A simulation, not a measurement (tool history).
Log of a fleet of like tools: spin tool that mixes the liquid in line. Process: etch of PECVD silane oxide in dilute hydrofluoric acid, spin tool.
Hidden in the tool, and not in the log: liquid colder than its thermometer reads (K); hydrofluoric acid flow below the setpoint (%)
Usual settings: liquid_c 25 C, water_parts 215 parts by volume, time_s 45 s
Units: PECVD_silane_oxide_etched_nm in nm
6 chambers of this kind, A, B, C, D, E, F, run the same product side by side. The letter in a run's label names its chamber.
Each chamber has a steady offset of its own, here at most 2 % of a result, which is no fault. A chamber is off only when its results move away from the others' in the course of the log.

run	hour	liquid_c	water_parts	time_s	hours since the thermometer was replaced	hours since the hydrofluoric acid flow meter was replaced	read-back film thickness of the PECVD silane oxide reference wafer, read on the same gauge (nm)	PECVD_silane_oxide_etched_nm
1E	7.4	25	215	45	135.0	196.6	119.96	5.1003
2A	13.9	25	215	45	1289.0	478.8	120.00	5.2591
3C	23.8	25	215	45	239.9	974.5	119.99	5.2355
4B	35.5	25	215	45	1452.4	72.8	120.01	5.1887
5D	43.1	25	215	45	1443.8	684.3	120.00	5.2265
6F	54.6	25	215	45	65.5	281.6	120.01	5.3236
7C	61.1	25	215	45	277.2	1011.8	119.99	5.3291
8B	71.3	25	215	45	1488.2	108.6	119.99	5.2101
9E	83.7	25	215	45	211.3	272.9	119.99	5.0928
10F	94.0	25	215	45	104.9	321.0	120.00	5.3165
11D	103.6	25	215	45	1504.3	744.8	120.01	5.1537
12A	116.9	25	280	45	1392.0	581.8	119.97	3.7696
13B	127.2	25	280	45	1544.1	164.5	120.00	3.7467
14C	138.1	25	280	45	354.2	1088.8	119.98	3.8088
15F	151.3	25	280	45	162.2	378.3	119.99	3.7662
16A	161.5	25	280	45	1436.6	626.4	120.01	3.8297
17D	173.8	25	280	45	1574.5	815.0	119.99	3.7217
# hour 180.1: chamber D: hydrofluoric acid flow meter replaced
18E	184.8	25	215	45	312.4	374.0	120.02	4.9941
19D	193.7	25	215	45	1594.4	13.6	120.01	5.2023
20F	201.1	25	215	45	212.0	428.1	120.00	5.3000
21B	209.7	25	215	45	1626.6	247.0	120.01	5.2456
22E	221.3	25	215	45	348.9	410.5	120.01	4.9051
23A	233.6	25	215	60	1508.7	698.5	119.98	7.0590
24C	243.4	25	215	60	459.5	1194.1	120.03	7.0708
25F	249.3	25	215	60	260.2	476.3	120.01	7.0443
26C	261.7	25	215	60	477.8	1212.4	120.04	6.9003
27A	272.5	25	215	60	1547.6	737.4	120.00	7.1402
28B	283.7	25	215	60	1700.6	321.0	120.01	6.8822
29D	290.9	25	215	45	1691.6	110.8	120.01	5.2375
30E	298.0	25	215	45	425.6	487.2	120.00	4.8555
31C	304.9	25	215	45	521.0	1255.6	120.01	5.2264
32D	317.6	25	215	45	1718.3	137.5	120.02	5.2165
33F	328.4	25	215	45	339.3	555.4	119.99	5.3120
34A	336.1	25	215	45	1611.2	801.0	120.01	5.2233
35E	344.2	25	215	45	471.8	533.4	119.99	4.7658
36B	353.3	25	285	55	1770.2	390.6	119.98	4.5652

Is one chamber off against the others, does the gauge drift, or is nothing wrong? If a chamber is off, say which, and what the likeliest cause is.

Chamber E drifts away from the others.
Cause: liquid colder than its thermometer reads (K) = 2.08.
The log may not tell that from: hydrofluoric acid flow below the setpoint (%).

Here are 4 candidates for chamber E's next run, each the usual settings with a change, their results left as question marks. Which one brings its results back in line with what the others give on the usual settings?
In line means no further than this from the other chambers' mean on the usual settings: PECVD_silane_oxide_etched_nm 0.1600 nm
37E-1	362.8	25.0	215	55				?
37E-2	362.8	25.0	230	40				?
37E-3	362.8	22.5	215	45				?
37E-4	362.8	27.5	215	45				?

The other chambers' mean on the usual settings: PECVD_silane_oxide_etched_nm 5.2522 nm
run	PECVD_silane_oxide_etched_nm
37E-1	5.8401
37E-2	3.9123
37E-3	4.3482
37E-4	5.2390
37E-4 brings the chamber back in line.
